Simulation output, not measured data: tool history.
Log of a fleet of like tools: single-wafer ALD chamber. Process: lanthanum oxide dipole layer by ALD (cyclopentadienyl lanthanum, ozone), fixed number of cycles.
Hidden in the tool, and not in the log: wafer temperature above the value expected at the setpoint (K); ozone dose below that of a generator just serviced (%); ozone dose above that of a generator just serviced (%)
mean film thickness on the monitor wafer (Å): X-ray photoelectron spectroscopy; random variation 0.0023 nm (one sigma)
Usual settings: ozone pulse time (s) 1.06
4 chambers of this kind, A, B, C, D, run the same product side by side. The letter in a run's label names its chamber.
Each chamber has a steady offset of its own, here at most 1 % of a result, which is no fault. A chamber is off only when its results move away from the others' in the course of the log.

run   hour  ozone pulse time (s)  hours since the last thermocouple change  hours since the last ozone generator service  read-back reference wafer on the same gauge, thickness_nm  mean film thickness on the monitor wafer (Å)
 1D    4.4                  1.06                                      38.2                                         610.8                                                    0.43124                                         5.045
 2C   10.4                  1.06                                     756.2                                         883.5                                                    0.43061                                        5.0504
 3B   17.2                  1.06                                     577.6                                         548.5                                                    0.43066                                        5.1484
 4A   21.5                  1.06                                    2087.3                                         349.5                                                    0.43087                                        5.1092
 5A   29.1                  1.06                                    2094.9                                         357.1                                                    0.43148                                        5.0584
 6B   33.8                  1.06                                     594.2                                         565.1                                                    0.43121                                         5.141
 7D   39.9                  1.06                                      73.7                                         646.3                                                    0.43081                                        5.0849
 8C   43.6                  1.06                                     789.4                                         916.7                                                    0.43112                                         5.033
 9A   48.9                  1.06                                    2114.7                                         376.9                                                    0.43103                                        5.0865
10B   55.6                  1.06                                       616                                         586.9                                                      0.431                                        5.1329
11D   62.8                  1.06                                      96.6                                         669.2                                                    0.43118                                        5.0737
12C   67.4                  1.06                                     813.2                                         940.5                                                    0.43092                                        5.0742
13B     71                  1.06                                     631.4                                         602.3                                                    0.43127                                        5.1201
14A   77.6                  1.06                                    2143.4                                         405.6                                                    0.43134                                        5.0775
15C     82                  1.06                                     827.8                                         955.1                                                    0.43048                                        5.0661
16D   86.9                  1.06                                     120.7                                         693.3                                                    0.43103                                        5.0497
17B   94.3                  0.82                                     654.7                                         625.6                                                     0.4305                                        4.6767
18D    101                  0.82                                     134.8                                         707.4                                                    0.43108                                        4.6262
19A  108.6                  0.82                                    2174.4                                         436.6                                                    0.43105                                        4.6921
20C  115.4                  0.82                                     861.2                                         988.5                                                    0.43119                                        4.6369
21B  120.4                  1.06                                     680.8                                         651.7                                                     0.4309                                        5.1422
22C  128.5                  1.06                                     874.3                                        1001.6                                                    0.43107                                        5.0314
23A  134.2                  1.06                                      2200                                         462.2                                                     0.4309                                        5.0361
24D  140.9                  1.06                                     174.7                                         747.3                                                    0.43118                                        5.0236
25D  148.2                  1.06                                       182                                         754.6                                                    0.43099                                        5.0417
26A  156.1                  1.06                                    2221.9                                         484.1                                                    0.43128                                        5.0412
27C  163.4                  1.06                                     909.2                                        1036.5                                                    0.43158                                        5.0581
     165.9  -- chamber A: thermocouple changed; heater temperature recalibrated
28B    169                  1.06                                     729.4                                         700.3                                                    0.43072                                        5.1691
29B  173.7                  1.06                                     734.1                                           705                                                    0.43026                                        5.1202
30D    181                  1.06                                     214.8                                         787.4                                                    0.43064                                        5.0614
31C  188.9                  1.06                                     934.7                                          1062                                                    0.43061                                        5.0765
32A    196                  1.06                                      30.1                                           524                                                    0.43151                                        4.9944
33B    200                  1.06                                     760.4                                         731.3                                                    0.43058                                        5.1194
34C  207.3                  1.06                                     953.1                                        1080.4                                                    0.43088                                        5.0866
35A  211.6                  1.41                                      45.7                                         539.6                                                    0.43111                                        5.3463
36D  218.3                  1.41                                     252.1                                         824.7                                                    0.43164                                        5.3796
37B  223.3                  1.41                                     783.7                                         754.6                                                    0.43098                                        5.4998
38C  229.6                  1.41                                     975.4                                        1102.7                                                    0.43104                                        5.4013
39D  236.2                  1.06                                       270                                         842.6                                                      0.431                                        5.0793
40A  243.2                  0.85                                      77.3                                         571.2                                                    0.43103                                        4.4714

All 4 chambers run these settings next. Forecast each chamber's results:
41A   249                  0.83                                                                                                                                                                                                ?
41B   249                  0.83                                                                                                                                                                                                ?
41C   249                  0.83                                                                                                                                                                                                ?
41D   249                  0.83                                                                                                                                                                                                ?

run  mean film thickness on the monitor wafer (Å)
41A                                        4.4527
41B                                        4.7091
41C                                         4.669
41D                                        4.6418

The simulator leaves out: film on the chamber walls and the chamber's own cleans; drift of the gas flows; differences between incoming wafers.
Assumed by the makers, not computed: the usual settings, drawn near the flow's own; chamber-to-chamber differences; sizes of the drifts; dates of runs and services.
